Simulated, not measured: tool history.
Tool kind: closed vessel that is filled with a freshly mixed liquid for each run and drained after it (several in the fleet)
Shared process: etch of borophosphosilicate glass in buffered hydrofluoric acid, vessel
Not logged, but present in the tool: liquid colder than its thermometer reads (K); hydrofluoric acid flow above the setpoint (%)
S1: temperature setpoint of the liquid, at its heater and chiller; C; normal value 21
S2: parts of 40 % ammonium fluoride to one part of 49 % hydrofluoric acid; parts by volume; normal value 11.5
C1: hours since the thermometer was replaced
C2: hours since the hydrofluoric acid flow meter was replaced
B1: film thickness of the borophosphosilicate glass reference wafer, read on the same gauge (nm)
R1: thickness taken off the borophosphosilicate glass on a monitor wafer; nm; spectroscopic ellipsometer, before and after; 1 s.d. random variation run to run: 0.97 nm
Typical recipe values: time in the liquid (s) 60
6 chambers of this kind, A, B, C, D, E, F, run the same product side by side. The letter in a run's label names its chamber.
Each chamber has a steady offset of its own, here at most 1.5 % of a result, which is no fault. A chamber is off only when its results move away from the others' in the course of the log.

{"run": "1C", "day": 0.262, "S1": 21, "S2": 11.5, "time in the liquid (s)": 60, "C1": 764.8, "C2": 1359.2, "B1": 140.02, "R1": 151.7}
{"run": "2F", "day": 0.754, "S1": 21, "S2": 11.5, "time in the liquid (s)": 60, "C1": 1953.8, "C2": 1193.1, "B1": 140.01, "R1": 154.56}
{"run": "3B", "day": 1.242, "S1": 21, "S2": 11.5, "time in the liquid (s)": 60, "C1": 2501.7, "C2": 114.2, "B1": 139.99, "R1": 151.06}
{"run": "4D", "day": 1.571, "S1": 21, "S2": 11.5, "time in the liquid (s)": 60, "C1": 1839.6, "C2": 190.3, "B1": 139.99, "R1": 152.57}
{"run": "5A", "day": 2.075, "S1": 21, "S2": 11.5, "time in the liquid (s)": 60, "C1": 808.1, "C2": 1381.7, "B1": 140.03, "R1": 153.87}
{"run": "6E", "day": 2.358, "S1": 21, "S2": 11.5, "time in the liquid (s)": 60, "C1": 129.8, "C2": 84.0, "B1": 140.01, "R1": 155.91}
{"run": "7A", "day": 2.646, "S1": 21, "S2": 11.5, "time in the liquid (s)": 60, "C1": 821.8, "C2": 1395.4, "B1": 139.98, "R1": 151.32}
{"run": "8B", "day": 3.125, "S1": 21, "S2": 11.5, "time in the liquid (s)": 60, "C1": 2546.9, "C2": 159.4, "B1": 139.99, "R1": 152.42}
{"run": "9D", "day": 3.383, "S1": 21, "S2": 8.5, "time in the liquid (s)": 30, "C1": 1883.1, "C2": 233.8, "B1": 140.0, "R1": 100.26}
{"run": "10C", "day": 3.758, "S1": 21, "S2": 8.5, "time in the liquid (s)": 30, "C1": 848.7, "C2": 1443.1, "B1": 140.01, "R1": 99.656}
{"run": "11F", "day": 3.992, "S1": 21, "S2": 8.5, "time in the liquid (s)": 30, "C1": 2031.5, "C2": 1270.8, "B1": 140.0, "R1": 99.175}
{"run": "12E", "day": 4.429, "S1": 21, "S2": 8.5, "time in the liquid (s)": 30, "C1": 179.5, "C2": 133.7, "B1": 139.98, "R1": 100.86}
{"run": "13E", "day": 4.821, "S1": 21, "S2": 8.5, "time in the liquid (s)": 30, "C1": 188.9, "C2": 143.1, "B1": 140.0, "R1": 100.44}
{"run": "14F", "day": 5.071, "S1": 21, "S2": 8.5, "time in the liquid (s)": 30, "C1": 2057.4, "C2": 1296.7, "B1": 140.02, "R1": 100.07}
{"run": "15D", "day": 5.367, "S1": 21, "S2": 11.5, "time in the liquid (s)": 60, "C1": 1930.7, "C2": 281.4, "B1": 140.01, "R1": 152.51}
{"run": "16B", "day": 5.912, "S1": 21, "S2": 11.5, "time in the liquid (s)": 60, "C1": 2613.8, "C2": 226.3, "B1": 140.0, "R1": 151.43}
{"run": "17C", "day": 6.196, "S1": 21, "S2": 11.5, "time in the liquid (s)": 60, "C1": 907.2, "C2": 1501.6, "B1": 140.03, "R1": 151.0}
{"run": "18A", "day": 6.496, "S1": 21, "S2": 11.5, "time in the liquid (s)": 60, "C1": 914.2, "C2": 1487.8, "B1": 139.99, "R1": 152.26}
{"run": "19C", "day": 6.767, "S1": 21, "S2": 11.5, "time in the liquid (s)": 90, "C1": 920.9, "C2": 1515.3, "B1": 139.99, "R1": 228.0}
{"run": "20E", "day": 7.025, "S1": 21, "S2": 11.5, "time in the liquid (s)": 90, "C1": 241.8, "C2": 196.0, "B1": 140.02, "R1": 230.41}
{"run": "21F", "day": 7.354, "S1": 21, "S2": 11.5, "time in the liquid (s)": 90, "C1": 2112.2, "C2": 1351.5, "B1": 139.98, "R1": 228.77}
{"run": "22B", "day": 7.9, "S1": 21, "S2": 11.5, "time in the liquid (s)": 90, "C1": 2661.5, "C2": 274.0, "B1": 139.99, "R1": 228.65}
{"run": "23D", "day": 8.254, "S1": 21, "S2": 11.5, "time in the liquid (s)": 90, "C1": 2000.0, "C2": 350.7, "B1": 139.99, "R1": 228.72}
{"run": "24A", "day": 8.712, "S1": 21, "S2": 11.5, "time in the liquid (s)": 90, "C1": 967.4, "C2": 1541.0, "B1": 140.01, "R1": 227.84}
{"run": "25E", "day": 9.042, "S1": 21, "S2": 11.5, "time in the liquid (s)": 60, "C1": 290.2, "C2": 244.4, "B1": 139.98, "R1": 153.54}
{"run": "26A", "day": 9.571, "S1": 21, "S2": 15.0, "time in the liquid (s)": 40, "C1": 988.0, "C2": 1561.6, "B1": 139.99, "R1": 77.212}
{"day": 9.679, "done": "chamber F: thermometer replaced"}
{"run": "27C", "day": 9.925, "S1": 21, "S2": 15.0, "time in the liquid (s)": 40, "C1": 996.7, "C2": 1591.1, "B1": 140.02, "R1": 78.342}
{"run": "28D", "day": 10.279, "S1": 21, "S2": 15.0, "time in the liquid (s)": 40, "C1": 2048.6, "C2": 399.3, "B1": 139.99, "R1": 78.121}
{"run": "29B", "day": 10.708, "S1": 21, "S2": 15.0, "time in the liquid (s)": 40, "C1": 2728.9, "C2": 341.4, "B1": 140.0, "R1": 78.46}
{"run": "30F", "day": 11.15, "S1": 21, "S2": 15.0, "time in the liquid (s)": 40, "C1": 35.3, "C2": 1442.6, "B1": 139.99, "R1": 78.924}
{"run": "31D", "day": 11.479, "S1": 21, "S2": 15.0, "time in the liquid (s)": 40, "C1": 2077.4, "C2": 428.1, "B1": 140.01, "R1": 77.233}
{"run": "32F", "day": 11.988, "S1": 21, "S2": 11.5, "time in the liquid (s)": 60, "C1": 55.4, "C2": 1462.7, "B1": 140.02, "R1": 153.65}
{"run": "33C", "day": 12.3, "S1": 17, "S2": 11.5, "time in the liquid (s)": 60, "C1": 1053.7, "C2": 1648.1, "B1": 139.98, "R1": 121.51}
{"run": "34E", "day": 12.75, "S1": 17, "S2": 11.5, "time in the liquid (s)": 60, "C1": 379.2, "C2": 333.4, "B1": 139.99, "R1": 122.65}
{"run": "35B", "day": 13.292, "S1": 17, "S2": 11.5, "time in the liquid (s)": 60, "C1": 2790.9, "C2": 403.4, "B1": 140.03, "R1": 122.32}
{"run": "36A", "day": 13.733, "S1": 17, "S2": 11.5, "time in the liquid (s)": 60, "C1": 1087.9, "C2": 1661.5, "B1": 140.04, "R1": 121.77}
{"run": "37D", "day": 14.0, "S1": 17, "S2": 11.5, "time in the liquid (s)": 60, "C1": 2137.9, "C2": 488.6, "B1": 139.98, "R1": 121.55}
{"run": "38C", "day": 14.417, "S1": 17, "S2": 11.5, "time in the liquid (s)": 60, "C1": 1104.5, "C2": 1698.9, "B1": 140.01, "R1": 122.02}

Predict what each chamber gives when all 6 of them run the settings below next.
{"run": "39A", "day": 14.808, "S1": 21, "S2": 11.5, "time in the liquid (s)": 60, "R1": "?"}
{"run": "39B", "day": 14.808, "S1": 21, "S2": 11.5, "time in the liquid (s)": 60, "R1": "?"}
{"run": "39C", "day": 14.808, "S1": 21, "S2": 11.5, "time in the liquid (s)": 60, "R1": "?"}
{"run": "39D", "day": 14.808, "S1": 21, "S2": 11.5, "time in the liquid (s)": 60, "R1": "?"}
{"run": "39E", "day": 14.808, "S1": 21, "S2": 11.5, "time in the liquid (s)": 60, "R1": "?"}
{"run": "39F", "day": 14.808, "S1": 21, "S2": 11.5, "time in the liquid (s)": 60, "R1": "?"}

run=39A R1=152.870
run=39B R1=151.780
run=39C R1=152.710
run=39D R1=152.760
run=39E R1=154.400
run=39F R1=152.390

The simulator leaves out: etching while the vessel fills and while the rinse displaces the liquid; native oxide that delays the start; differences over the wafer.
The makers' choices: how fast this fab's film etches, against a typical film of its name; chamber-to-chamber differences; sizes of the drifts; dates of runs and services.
